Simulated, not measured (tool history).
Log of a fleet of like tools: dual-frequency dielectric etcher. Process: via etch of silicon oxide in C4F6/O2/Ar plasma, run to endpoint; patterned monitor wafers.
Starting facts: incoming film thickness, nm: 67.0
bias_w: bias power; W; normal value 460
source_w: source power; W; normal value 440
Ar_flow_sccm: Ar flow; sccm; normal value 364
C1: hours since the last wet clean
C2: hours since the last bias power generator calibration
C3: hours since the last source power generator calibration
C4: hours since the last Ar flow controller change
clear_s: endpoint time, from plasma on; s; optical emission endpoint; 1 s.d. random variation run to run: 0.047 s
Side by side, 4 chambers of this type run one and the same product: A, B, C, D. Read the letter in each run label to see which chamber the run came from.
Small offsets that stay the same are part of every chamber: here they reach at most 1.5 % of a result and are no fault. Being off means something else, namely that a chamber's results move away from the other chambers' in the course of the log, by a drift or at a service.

{"run": "1B", "hour": 4.0, "bias_w": 460, "source_w": 440, "Ar_flow_sccm": 364, "C1": 8.8, "C2": 813.7, "C3": 635.8, "C4": 1316.3, "clear_s": 15.147}
{"run": "2D", "hour": 11.0, "bias_w": 460, "source_w": 440, "Ar_flow_sccm": 364, "C1": 292.8, "C2": 997.8, "C3": 1348.1, "C4": 2722.8, "clear_s": 14.949}
{"run": "3C", "hour": 14.7, "bias_w": 460, "source_w": 440, "Ar_flow_sccm": 364, "C1": 163.6, "C2": 2755.0, "C3": 419.3, "C4": 547.8, "clear_s": 15.002}
{"run": "4A", "hour": 18.1, "bias_w": 460, "source_w": 440, "Ar_flow_sccm": 364, "C1": 120.9, "C2": 501.0, "C3": 2254.4, "C4": 3657.2, "clear_s": 15.092}
{"run": "5A", "hour": 24.0, "bias_w": 460, "source_w": 440, "Ar_flow_sccm": 364, "C1": 126.8, "C2": 506.9, "C3": 2260.3, "C4": 3663.1, "clear_s": 15.127}
{"run": "6C", "hour": 28.9, "bias_w": 556, "source_w": 470, "Ar_flow_sccm": 364, "C1": 177.8, "C2": 2769.2, "C3": 433.5, "C4": 562.0, "clear_s": 13.637}
{"run": "7D", "hour": 33.4, "bias_w": 556, "source_w": 470, "Ar_flow_sccm": 364, "C1": 315.2, "C2": 1020.2, "C3": 1370.5, "C4": 2745.2, "clear_s": 13.619}
{"run": "8B", "hour": 39.1, "bias_w": 556, "source_w": 470, "Ar_flow_sccm": 364, "C1": 43.9, "C2": 848.8, "C3": 670.9, "C4": 1351.4, "clear_s": 13.754}
{"run": "9C", "hour": 42.7, "bias_w": 556, "source_w": 470, "Ar_flow_sccm": 364, "C1": 191.6, "C2": 2783.0, "C3": 447.3, "C4": 575.8, "clear_s": 13.612}
{"run": "10D", "hour": 49.3, "bias_w": 460, "source_w": 440, "Ar_flow_sccm": 364, "C1": 331.1, "C2": 1036.1, "C3": 1386.4, "C4": 2761.1, "clear_s": 15.001}
{"hour": 51.2, "done": "chamber A: Ar flow controller replaced"}
{"run": "11A", "hour": 53.1, "bias_w": 460, "source_w": 440, "Ar_flow_sccm": 364, "C1": 155.9, "C2": 536.0, "C3": 2289.4, "C4": 2.0, "clear_s": 15.14}
{"run": "12B", "hour": 60.3, "bias_w": 460, "source_w": 440, "Ar_flow_sccm": 364, "C1": 65.1, "C2": 870.0, "C3": 692.1, "C4": 1372.6, "clear_s": 15.241}
{"run": "13C", "hour": 67.1, "bias_w": 460, "source_w": 440, "Ar_flow_sccm": 364, "C1": 216.0, "C2": 2807.4, "C3": 471.7, "C4": 600.2, "clear_s": 14.96}
{"run": "14D", "hour": 72.6, "bias_w": 460, "source_w": 340, "Ar_flow_sccm": 300, "C1": 354.4, "C2": 1059.4, "C3": 1409.7, "C4": 2784.4, "clear_s": 16.144}
{"run": "15B", "hour": 78.0, "bias_w": 460, "source_w": 340, "Ar_flow_sccm": 300, "C1": 82.8, "C2": 887.7, "C3": 709.8, "C4": 1390.3, "clear_s": 16.299}
{"run": "16A", "hour": 83.5, "bias_w": 460, "source_w": 340, "Ar_flow_sccm": 300, "C1": 186.3, "C2": 566.4, "C3": 2319.8, "C4": 32.4, "clear_s": 16.287}
{"run": "17B", "hour": 88.6, "bias_w": 460, "source_w": 340, "Ar_flow_sccm": 300, "C1": 93.4, "C2": 898.3, "C3": 720.4, "C4": 1400.9, "clear_s": 16.311}
{"run": "18A", "hour": 93.4, "bias_w": 460, "source_w": 480, "Ar_flow_sccm": 449, "C1": 196.2, "C2": 576.3, "C3": 2329.7, "C4": 42.3, "clear_s": 14.928}
{"hour": 98.4, "done": "chamber C: bias power generator calibrated"}
{"run": "19C", "hour": 98.9, "bias_w": 460, "source_w": 480, "Ar_flow_sccm": 449, "C1": 247.8, "C2": 0.6, "C3": 503.5, "C4": 632.0, "clear_s": 14.67}
{"run": "20D", "hour": 104.1, "bias_w": 460, "source_w": 480, "Ar_flow_sccm": 449, "C1": 385.9, "C2": 1090.9, "C3": 1441.2, "C4": 2815.9, "clear_s": 14.899}
{"run": "21A", "hour": 109.3, "bias_w": 460, "source_w": 480, "Ar_flow_sccm": 449, "C1": 212.1, "C2": 592.2, "C3": 2345.6, "C4": 58.2, "clear_s": 14.944}
{"run": "22C", "hour": 114.5, "bias_w": 460, "source_w": 440, "Ar_flow_sccm": 364, "C1": 263.4, "C2": 16.2, "C3": 519.1, "C4": 647.6, "clear_s": 14.716}
{"run": "23B", "hour": 118.4, "bias_w": 392, "source_w": 440, "Ar_flow_sccm": 364, "C1": 123.2, "C2": 928.1, "C3": 750.2, "C4": 1430.7, "clear_s": 16.134}
{"run": "24D", "hour": 122.3, "bias_w": 392, "source_w": 440, "Ar_flow_sccm": 364, "C1": 404.1, "C2": 1109.1, "C3": 1459.4, "C4": 2834.1, "clear_s": 15.885}
{"run": "25B", "hour": 126.5, "bias_w": 392, "source_w": 440, "Ar_flow_sccm": 364, "C1": 131.3, "C2": 936.2, "C3": 758.3, "C4": 1438.8, "clear_s": 16.088}
{"run": "26D", "hour": 129.8, "bias_w": 392, "source_w": 440, "Ar_flow_sccm": 364, "C1": 411.6, "C2": 1116.6, "C3": 1466.9, "C4": 2841.6, "clear_s": 15.869}
{"run": "27C", "hour": 136.6, "bias_w": 460, "source_w": 440, "Ar_flow_sccm": 364, "C1": 285.5, "C2": 38.3, "C3": 541.2, "C4": 669.7, "clear_s": 14.618}
{"run": "28A", "hour": 140.0, "bias_w": 460, "source_w": 440, "Ar_flow_sccm": 364, "C1": 242.8, "C2": 622.9, "C3": 2376.3, "C4": 88.9, "clear_s": 15.124}
{"run": "29A", "hour": 144.7, "bias_w": 460, "source_w": 440, "Ar_flow_sccm": 364, "C1": 247.5, "C2": 627.6, "C3": 2381.0, "C4": 93.6, "clear_s": 15.114}
{"run": "30B", "hour": 148.4, "bias_w": 460, "source_w": 440, "Ar_flow_sccm": 364, "C1": 153.2, "C2": 958.1, "C3": 780.2, "C4": 1460.7, "clear_s": 15.229}
{"run": "31C", "hour": 153.7, "bias_w": 560, "source_w": 440, "Ar_flow_sccm": 364, "C1": 302.6, "C2": 55.4, "C3": 558.3, "C4": 686.8, "clear_s": 13.452}
{"run": "32D", "hour": 160.4, "bias_w": 560, "source_w": 440, "Ar_flow_sccm": 364, "C1": 442.2, "C2": 1147.2, "C3": 1497.5, "C4": 2872.2, "clear_s": 13.818}

Does one chamber stand apart from the rest, does the shared gauge drift, or is all well apart from small per-chamber offsets? Give the chamber and the most likely cause, where there is one.

Chamber C drifts away from the others.
Most likely cause: etch rate over this chamber's usual, % = 4.25.

Below are 4 candidate recipes for chamber C's next run, each the usual settings with a change, their results shown as question marks. Which of them brings C's results back in line with what the other chambers give on the usual settings?
Counts as in line when no further than this from what the other chambers average on the usual settings: clear_s 0.170 s
{"run": "33C-1", "hour": 165.6, "bias_w": 460, "source_w": 420, "Ar_flow_sccm": 369, "clear_s": "?"}
{"run": "33C-2", "hour": 165.6, "bias_w": 489, "source_w": 470, "Ar_flow_sccm": 357, "clear_s": "?"}
{"run": "33C-3", "hour": 165.6, "bias_w": 460, "source_w": 460, "Ar_flow_sccm": 359, "clear_s": "?"}
{"run": "33C-4", "hour": 165.6, "bias_w": 430, "source_w": 410, "Ar_flow_sccm": 364, "clear_s": "?"}

Average result of the remaining chambers running the usual settings: clear_s 15.084 s
run=33C-1 clear_s=14.609
run=33C-2 clear_s=13.653
run=33C-3 clear_s=14.081
run=33C-4 clear_s=15.083
Change 33C-4 lands the chamber within the allowed miss of the other chambers.
